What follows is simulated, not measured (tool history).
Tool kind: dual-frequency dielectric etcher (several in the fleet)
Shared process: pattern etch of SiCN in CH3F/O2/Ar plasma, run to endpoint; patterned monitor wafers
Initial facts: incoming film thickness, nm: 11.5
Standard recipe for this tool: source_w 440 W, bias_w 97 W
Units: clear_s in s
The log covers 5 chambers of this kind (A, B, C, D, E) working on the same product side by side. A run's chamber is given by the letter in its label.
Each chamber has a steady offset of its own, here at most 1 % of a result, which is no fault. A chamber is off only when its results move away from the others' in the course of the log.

run	hour	source_w	bias_w	clear_s
1D	8.5	440	97	26.657
2A	17.7	440	97	26.526
3C	25.2	440	97	27.028
4B	37.6	440	97	26.569
5E	46.5	440	97	26.756
6D	61.7	440	97	26.766
7E	70.2	440	97	26.767
8C	78.8	440	77	29.041
9A	93.5	440	77	29.219
10B	107.7	440	77	28.808
11B	115.6	440	77	28.703
12D	131.6	440	77	28.988
13A	139.5	440	97	26.435
14E	148.6	440	97	26.618
# hour 158: chamber D: wet clean of the chamber
15C	163.3	440	85	28.522
# hour 170: chamber C: wet clean of the chamber
16B	179	440	85	27.62
17E	189.6	440	85	28.312
18A	202.4	440	85	27.898
19C	215.9	440	85	27.898
20D	225.7	440	97	26.626
# hour 240.1: chamber E: wet clean of the chamber
21B	240.9	440	97	25.942
22A	257.1	440	97	26.605
# hour 262.5: chamber A: wet clean of the chamber
23E	272.3	440	97	26.731
24C	288.4	440	97	26.549
25D	298	440	97	26.42
26E	310.8	440	97	26.642
27D	322.5	440	97	26.427
28B	331.8	440	97	25.628
29C	339.1	440	97	26.614
30A	348.3	440	97	26.687
31D	362.6	440	97	26.058
32B	374.6	440	97	25.255

Predict what each chamber gives when all 5 of them run the settings below next.
33A	386.3	440	97	?
33B	386.3	440	97	?
33C	386.3	440	97	?
33D	386.3	440	97	?
33E	386.3	440	97	?

run	clear_s
33A	26.346
33B	25.525
33C	26.781
33D	26.502
33E	26.627
